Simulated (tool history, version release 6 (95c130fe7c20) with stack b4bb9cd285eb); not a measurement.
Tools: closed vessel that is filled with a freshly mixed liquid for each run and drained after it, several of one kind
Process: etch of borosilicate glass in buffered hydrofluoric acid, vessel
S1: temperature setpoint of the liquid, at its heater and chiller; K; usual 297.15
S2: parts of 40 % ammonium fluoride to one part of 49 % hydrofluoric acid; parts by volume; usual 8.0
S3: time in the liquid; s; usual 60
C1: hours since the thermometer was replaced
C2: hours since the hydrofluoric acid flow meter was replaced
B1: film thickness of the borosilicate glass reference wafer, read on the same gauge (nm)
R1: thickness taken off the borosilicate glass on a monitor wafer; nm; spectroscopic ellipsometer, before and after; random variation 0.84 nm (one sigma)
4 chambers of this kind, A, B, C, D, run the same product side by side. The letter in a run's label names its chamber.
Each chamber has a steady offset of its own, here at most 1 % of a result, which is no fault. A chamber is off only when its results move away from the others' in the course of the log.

Run 1C, hour 3.6: usual settings; C1 676.4; C2 217.2; B1 90.002. Result: R1 89.731 nm.
Run 2D, hour 8.6: usual settings; C1 536.8; C2 1737.7; B1 89.981. Result: R1 92.915 nm.
Run 3A, hour 16.6: usual settings; C1 1992.8; C2 290.9; B1 89.991. Result: R1 90.619 nm.
Run 4B, hour 24.0: usual settings; C1 343.0; C2 539.9; B1 90.036. Result: R1 91.357 nm.
Run 5B, hour 31.4: usual settings; C1 350.4; C2 547.3; B1 89.974. Result: R1 90.454 nm.
Run 6C, hour 38.1: usual settings; C1 710.9; C2 251.7; B1 90.019. Result: R1 90.191 nm.
Run 7A, hour 45.6: usual settings; C1 2021.8; C2 319.9; B1 89.983. Result: R1 92.909 nm.
Run 8D, hour 54.0: usual settings; C1 582.2; C2 1783.1; B1 90.005. Result: R1 93.138 nm.
At hour 57.8: chamber D: thermometer replaced.
Run 9B, hour 59.7: usual settings; C1 378.7; C2 575.6; B1 89.981. Result: R1 88.975 nm.
Run 10D, hour 64.9: usual settings; C1 7.2; C2 1794.0; B1 89.996. Result: R1 89.620 nm.
Run 11C, hour 72.0: usual settings; C1 744.8; C2 285.6; B1 89.985. Result: R1 91.478 nm.
Run 12A, hour 76.7: usual settings; C1 2052.9; C2 351.0; B1 89.979. Result: R1 91.087 nm.
Run 13C, hour 82.9: usual settings; C1 755.7; C2 296.5; B1 89.983. Result: R1 91.229 nm.
At hour 84.6: chamber C: thermometer replaced.
Run 14A, hour 86.9: usual settings but S1 292.65 K, S2 6.5 parts by volume; C1 2063.1; C2 361.2; B1 90.015. Result: R1 89.296 nm.
Run 15B, hour 92.2: usual settings but S1 292.65 K, S2 6.5 parts by volume; C1 411.2; C2 608.1; B1 89.995. Result: R1 86.849 nm.
Run 16D, hour 100.7: usual settings but S1 292.65 K, S2 6.5 parts by volume; C1 43.0; C2 1829.8; B1 90.005. Result: R1 88.728 nm.
Run 17B, hour 106.9: usual settings but S1 292.65 K, S2 6.5 parts by volume; C1 425.9; C2 622.8; B1 89.991. Result: R1 87.700 nm.
Run 18A, hour 112.8: usual settings; C1 2089.0; C2 387.1; B1 90.008. Result: R1 94.532 nm.
Run 19D, hour 120.1: usual settings; C1 62.4; C2 1849.2; B1 90.003. Result: R1 90.250 nm.
Run 20C, hour 124.4: usual settings; C1 39.9; C2 338.0; B1 89.983. Result: R1 91.325 nm.
Run 21B, hour 128.7: usual settings; C1 447.7; C2 644.6; B1 90.020. Result: R1 91.305 nm.
Run 22C, hour 136.0: usual settings; C1 51.5; C2 349.6; B1 89.976. Result: R1 89.630 nm.
Run 23A, hour 143.4: usual settings; C1 2119.6; C2 417.7; B1 89.975. Result: R1 94.712 nm.
Run 24D, hour 148.6: usual settings; C1 90.9; C2 1877.7; B1 89.988. Result: R1 91.241 nm.
Run 25B, hour 156.5: usual settings; C1 475.5; C2 672.4; B1 90.012. Result: R1 91.864 nm.
Run 26C, hour 161.3: usual settings but S2 6.0 parts by volume; C1 76.8; C2 374.9; B1 90.000. Result: R1 121.270 nm.
Run 27D, hour 167.4: usual settings but S2 6.0 parts by volume; C1 109.7; C2 1896.5; B1 89.999. Result: R1 120.590 nm.
At hour 172.5: chamber D: hydrofluoric acid flow meter replaced.
Run 28A, hour 172.6: usual settings but S2 6.0 parts by volume; C1 2148.8; C2 446.9; B1 89.976. Result: R1 128.650 nm.
Run 29B, hour 180.4: usual settings but S2 6.0 parts by volume; C1 499.4; C2 696.3; B1 89.999. Result: R1 119.540 nm.
Run 30D, hour 186.4: usual settings; C1 128.7; C2 13.9; B1 90.005. Result: R1 90.361 nm.
Run 31A, hour 191.2: usual settings; C1 2167.4; C2 465.5; B1 89.998. Result: R1 98.501 nm.
Run 32C, hour 196.0: usual settings but S3 90 s; C1 111.5; C2 409.6; B1 89.992. Result: R1 136.200 nm.
Run 33A, hour 199.9: usual settings but S3 90 s; C1 2176.1; C2 474.2; B1 90.000. Result: R1 150.150 nm.
Run 34C, hour 208.4: usual settings but S3 90 s; C1 123.9; C2 422.0; B1 89.994. Result: R1 134.620 nm.
Run 35B, hour 214.6: usual settings but S3 90 s; C1 533.6; C2 730.5; B1 89.999. Result: R1 137.140 nm.
Run 36D, hour 218.5: usual settings; C1 160.8; C2 46.0; B1 90.022. Result: R1 91.768 nm.
At hour 223.4: chamber B: thermometer replaced.
Run 37B, hour 224.7: usual settings but S3 50 s; C1 1.4; C2 740.6; B1 90.024. Result: R1 75.172 nm.
Run 38C, hour 231.5: usual settings but S3 50 s; C1 147.0; C2 445.1; B1 90.005. Result: R1 76.126 nm.

Is one chamber off against the others, does the gauge drift, or is nothing wrong? If a chamber is off, say which, and what the likeliest cause is.

Chamber A drifts away from the others.
Cause: hydrofluoric acid flow above the setpoint (%) = 10.8.
The log may not tell that from: liquid hotter than its thermometer reads (K).

Here are 4 candidates for chamber A's next run, each the usual settings with a change, their results left as question marks. Which one brings its results back in line with what the others give on the usual settings?
In line means no further than this from the other chambers' mean on the usual settings: R1 2.900 nm
Run 39A-1, hour 237.6: usual settings but S1 296.15 K. Result: R1 ?.
Run 39A-2, hour 237.6: usual settings but S1 297.65 K, S3 65 s. Result: R1 ?.
Run 39A-3, hour 237.6: usual settings but S1 298.15 K. Result: R1 ?.
Run 39A-4, hour 237.6: usual settings but S1 296.65 K, S3 55 s. Result: R1 ?.

The other chambers' mean on the usual settings: R1 90.927 nm
  run       R1
39A-1   97.605
39A-2  114.470
39A-3  108.450
39A-4   91.894
39A-4 brings the chamber back in line.

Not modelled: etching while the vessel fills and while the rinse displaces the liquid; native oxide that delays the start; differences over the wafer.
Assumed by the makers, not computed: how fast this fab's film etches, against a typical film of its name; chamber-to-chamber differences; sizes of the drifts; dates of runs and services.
